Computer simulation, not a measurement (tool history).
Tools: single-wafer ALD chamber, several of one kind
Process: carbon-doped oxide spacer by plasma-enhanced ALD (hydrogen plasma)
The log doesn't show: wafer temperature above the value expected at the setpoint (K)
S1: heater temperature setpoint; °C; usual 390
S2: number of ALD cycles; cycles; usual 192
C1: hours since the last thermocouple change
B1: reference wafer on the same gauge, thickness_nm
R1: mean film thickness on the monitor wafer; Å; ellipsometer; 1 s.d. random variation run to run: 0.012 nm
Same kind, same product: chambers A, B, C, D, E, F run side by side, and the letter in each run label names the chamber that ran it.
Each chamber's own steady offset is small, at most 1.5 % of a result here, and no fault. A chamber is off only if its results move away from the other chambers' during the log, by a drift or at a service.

Run 1E, hour 5.5: usual settings; C1 1839.3; B1 7.8606. Result: R1 95.862 Å.
Run 2B, hour 9.8: usual settings; C1 1502.7; B1 7.8602. Result: R1 95.175 Å.
Run 3F, hour 16.6: usual settings; C1 653.7; B1 7.8594. Result: R1 95.881 Å.
Run 4A, hour 26: usual settings; C1 441.1; B1 7.8577. Result: R1 97.362 Å.
Run 5D, hour 34.7: usual settings; C1 1328.9; B1 7.8572. Result: R1 96.667 Å.
Run 6C, hour 40.2: usual settings; C1 1868.4; B1 7.8571. Result: R1 96.483 Å.
Run 7A, hour 45.4: usual settings; C1 460.5; B1 7.8523. Result: R1 97.292 Å.
Run 8C, hour 54.1: usual settings; C1 1882.3; B1 7.8523. Result: R1 96.575 Å.
Run 9E, hour 58.6: usual settings; C1 1892.4; B1 7.8508. Result: R1 95.693 Å.
Run 10D, hour 67.7: usual settings; C1 1361.9; B1 7.8501. Result: R1 96.692 Å.
Run 11F, hour 73.3: usual settings; C1 710.4; B1 7.8493. Result: R1 95.924 Å.
Run 12B, hour 79.8: usual settings; C1 1572.7; B1 7.8512. Result: R1 95.141 Å.
Run 13A, hour 84.4: usual settings; C1 499.5; B1 7.8489. Result: R1 97.013 Å.
Run 14C, hour 91: usual settings; C1 1919.2; B1 7.8455. Result: R1 96.619 Å.
Run 15E, hour 96.3: usual settings; C1 1930.1; B1 7.8476. Result: R1 95.656 Å.
Run 16D, hour 102.1: usual settings; C1 1396.3; B1 7.8451. Result: R1 96.281 Å.
Run 17F, hour 106.7: usual settings but S2 216 cycles; C1 743.8; B1 7.8475. Result: R1 107.57 Å.
Run 18B, hour 113.4: usual settings but S2 216 cycles; C1 1606.3; B1 7.8454. Result: R1 107.16 Å.
Run 19A, hour 122.9: usual settings but S2 216 cycles; C1 538; B1 7.8437. Result: R1 109.07 Å.
Run 20D, hour 130.7: usual settings but S2 216 cycles; C1 1424.9; B1 7.8412. Result: R1 108.74 Å.
Run 21B, hour 139.1: usual settings but S2 216 cycles; C1 1632; B1 7.8441. Result: R1 107.07 Å.
Run 22C, hour 148.9: usual settings but S2 216 cycles; C1 1977.1; B1 7.8436. Result: R1 108.32 Å.
Run 23F, hour 156: usual settings; C1 793.1; B1 7.8409. Result: R1 95.626 Å.
Run 24E, hour 161.8: usual settings; C1 1995.6; B1 7.8419. Result: R1 95.356 Å.
Run 25E, hour 167.6: usual settings; C1 2001.4; B1 7.8405. Result: R1 95.526 Å.
Run 26C, hour 173: usual settings; C1 2001.2; B1 7.8387. Result: R1 96.441 Å.
Run 27A, hour 182.1: usual settings but S2 207 cycles; C1 597.2; B1 7.8359. Result: R1 104.48 Å.
Run 28F, hour 189.4: usual settings but S2 207 cycles; C1 826.5; B1 7.8354. Result: R1 103.19 Å.
Run 29D, hour 195.6: usual settings but S2 207 cycles; C1 1489.8; B1 7.8365. Result: R1 103.88 Å.
Run 30B, hour 205: usual settings but S2 207 cycles; C1 1697.9; B1 7.8334. Result: R1 102.65 Å.
Run 31F, hour 211.1: usual settings but S2 207 cycles; C1 848.2; B1 7.8325. Result: R1 103.16 Å.
Run 32D, hour 219.8: usual settings but S2 207 cycles; C1 1514; B1 7.833. Result: R1 104.14 Å.
Run 33E, hour 228.7: usual settings; C1 2062.5; B1 7.8316. Result: R1 95.45 Å.
Run 34A, hour 238.5: usual settings; C1 653.6; B1 7.8314. Result: R1 97.176 Å.
Run 35C, hour 247.3: usual settings; C1 2075.5; B1 7.8289. Result: R1 96.242 Å.
Run 36B, hour 255.7: usual settings; C1 1748.6; B1 7.8285. Result: R1 94.999 Å.
Run 37B, hour 264.3: usual settings; C1 1757.2; B1 7.8279. Result: R1 95.162 Å.
Run 38D, hour 270.1: usual settings but S1 403 °C, S2 217 cycles; C1 1564.3; B1 7.8268. Result: R1 108.06 Å.
Run 39E, hour 279.2: usual settings but S1 403 °C, S2 217 cycles; C1 2113; B1 7.83. Result: R1 106.88 Å.
Run 40C, hour 285.8: usual settings but S1 403 °C, S2 217 cycles; C1 2114; B1 7.8236. Result: R1 107.65 Å.
Run 41F, hour 294.3: usual settings but S1 403 °C, S2 217 cycles; C1 931.4; B1 7.825. Result: R1 107.24 Å.
Run 42A, hour 302.5: usual settings but S1 403 °C, S2 217 cycles; C1 717.6; B1 7.8233. Result: R1 108.41 Å.
Run 43B, hour 308.3: usual settings but S1 403 °C, S2 217 cycles; C1 1801.2; B1 7.8233. Result: R1 106.39 Å.

What goes on in this fleet: one chamber off, a drifting gauge, or nothing beyond the chambers' own small offsets? Name the chamber and the cause, if any.

It is the gauge, not a chamber: its drift shows up in every chamber's results at once, and no chamber is off.
Cause: gauge reads low (%) = 0.492.
